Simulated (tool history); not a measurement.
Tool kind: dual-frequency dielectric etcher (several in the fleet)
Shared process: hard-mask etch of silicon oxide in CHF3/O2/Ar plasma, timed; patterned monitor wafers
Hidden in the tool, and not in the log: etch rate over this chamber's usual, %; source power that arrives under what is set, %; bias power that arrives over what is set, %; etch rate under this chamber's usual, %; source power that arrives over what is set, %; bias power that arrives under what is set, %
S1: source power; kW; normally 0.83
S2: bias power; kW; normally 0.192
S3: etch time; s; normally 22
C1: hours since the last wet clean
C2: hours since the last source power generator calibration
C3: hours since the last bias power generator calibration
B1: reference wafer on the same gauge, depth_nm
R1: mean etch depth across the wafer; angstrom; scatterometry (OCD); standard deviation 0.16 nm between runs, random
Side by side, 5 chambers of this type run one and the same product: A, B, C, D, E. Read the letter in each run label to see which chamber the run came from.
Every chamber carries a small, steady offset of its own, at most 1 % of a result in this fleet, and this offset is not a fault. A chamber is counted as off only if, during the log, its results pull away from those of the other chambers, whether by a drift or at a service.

run	hour	S1	S2	S3	C1	C2	C3	B1	R1
1C	9.5	0.83	0.192	22	127.2	271.7	1313.5	55.508	502.54
2B	16.1	0.83	0.192	22	220.5	1700.3	3514.3	55.489	507.15
3D	25.8	0.83	0.192	22	399.1	3251.9	521	55.5	506.4
4E	33.5	0.83	0.192	22	403.5	104.4	1051	55.489	504.54
# hour 37: chamber A: wet clean of the chamber
5A	43.6	0.83	0.192	22	6.6	2119.6	520.3	55.484	500.15
6A	50.9	0.83	0.192	22	13.9	2126.9	527.6	55.508	500.43
7C	59.7	0.83	0.192	22	177.4	321.9	1363.7	55.493	504.53
8B	69.5	0.83	0.192	22	273.9	1753.7	3567.7	55.47	506.57
9E	78.2	0.83	0.192	22	448.2	149.1	1095.7	55.502	501.11
10D	82.8	0.83	0.192	22	456.1	3308.9	578	55.451	502.21
11E	92.2	0.83	0.192	22	462.2	163.1	1109.7	55.527	504.36
12A	97.9	0.83	0.192	22	60.9	2173.9	574.6	55.526	500.67
13B	103.4	0.83	0.192	22	307.8	1787.6	3601.6	55.469	501.59
14D	111	0.83	0.192	22	484.3	3337.1	606.2	55.533	502.21
15C	117.2	0.83	0.213	22	234.9	379.4	1421.2	55.492	519.82
16B	122.7	0.83	0.213	22	327.1	1806.9	3620.9	55.497	519.24
17D	129.8	0.83	0.213	22	503.1	3355.9	625	55.508	520.73
18E	139.9	0.83	0.213	22	509.9	210.8	1157.4	55.529	520.93
19A	146.3	0.83	0.213	22	109.3	2222.3	623	55.546	516.09
# hour 146.6: chamber E: wet clean of the chamber
# hour 148.5: chamber D: wet clean of the chamber
20C	155.8	0.83	0.192	22	273.5	418	1459.8	55.519	501.85
21B	161.3	0.83	0.192	22	365.7	1845.5	3659.5	55.508	505
22C	168.8	0.83	0.192	22	286.5	431	1472.8	55.511	503.85
23D	176.5	0.83	0.192	22	28.1	3402.6	671.7	55.456	499.43
24A	185.6	0.83	0.192	22	148.6	2261.6	662.3	55.459	499.54
# hour 192.1: chamber B: wet clean of the chamber
25E	195.3	0.83	0.192	22	48.7	266.2	1212.8	55.487	505.12
26A	203.4	0.68	0.192	17	166.4	2279.4	680.1	55.505	358.25
# hour 205.3: chamber D: source power generator calibrated
27B	211.8	0.68	0.192	17	19.8	1896	3710	55.495	349.61
28C	219.8	0.68	0.192	17	337.5	482	1523.8	55.511	360.51
29D	229.6	0.68	0.192	17	81.2	24.3	724.8	55.495	361.54
30E	238.1	0.68	0.192	17	91.5	309	1255.6	55.478	361.32
31D	244.1	0.83	0.192	22	95.7	38.8	739.3	55.493	504.76
32B	251.9	0.83	0.167	22	59.9	1936.1	3750.1	55.481	468.39
33E	258.6	0.83	0.167	22	112	329.5	1276.1	55.444	480.09
34A	264.7	0.83	0.167	22	227.7	2340.7	741.4	55.498	478.54
35C	274.3	0.83	0.167	22	392	536.5	1578.3	55.507	477.86
36C	280.7	0.83	0.167	22	398.4	542.9	1584.7	55.524	480.44
37D	285.2	0.83	0.192	22	136.8	79.9	780.4	55.486	507.06
38B	291.3	0.83	0.192	22	99.3	1975.5	3789.5	55.517	489.94
39A	296.4	0.83	0.192	22	259.4	2372.4	773.1	55.542	497.63
40E	306.2	0.83	0.192	22	159.6	377.1	1323.7	55.485	505.82
41A	313.3	0.83	0.192	22	276.3	2389.3	790	55.466	499.4
42D	318.3	0.83	0.192	22	169.9	113	813.5	55.485	504.72
43B	327.5	0.83	0.192	22	135.5	2011.7	3825.7	55.534	490.41

Is one chamber off against the others, does the gauge drift, or is nothing wrong? If a chamber is off, say which, and what the likeliest cause is.

A service on chamber B put it out of line with the rest.
What lies behind it: etch rate under this chamber's usual, % = 2.98.

Chamber B could run next with any of the 4 candidate recipes listed below; each alters the usual settings, and their results appear as question marks. Which one brings its results back in line with what the other chambers deliver on the usual settings?
A result is in line if it is within this distance of the other chambers' mean on the usual settings: R1 5.8 angstrom
44B-1	334.9	0.84	0.193	22					?
44B-2	334.9	0.8	0.186	22					?
44B-3	334.9	0.89	0.192	22					?
44B-4	334.9	0.83	0.189	22					?

The mean the other chambers reach with the usual settings: R1 502.86 angstrom
run	R1
44B-1	493.08
44B-2	478.05
44B-3	503.37
44B-4	487.45
44B-3 brings the chamber back in line.

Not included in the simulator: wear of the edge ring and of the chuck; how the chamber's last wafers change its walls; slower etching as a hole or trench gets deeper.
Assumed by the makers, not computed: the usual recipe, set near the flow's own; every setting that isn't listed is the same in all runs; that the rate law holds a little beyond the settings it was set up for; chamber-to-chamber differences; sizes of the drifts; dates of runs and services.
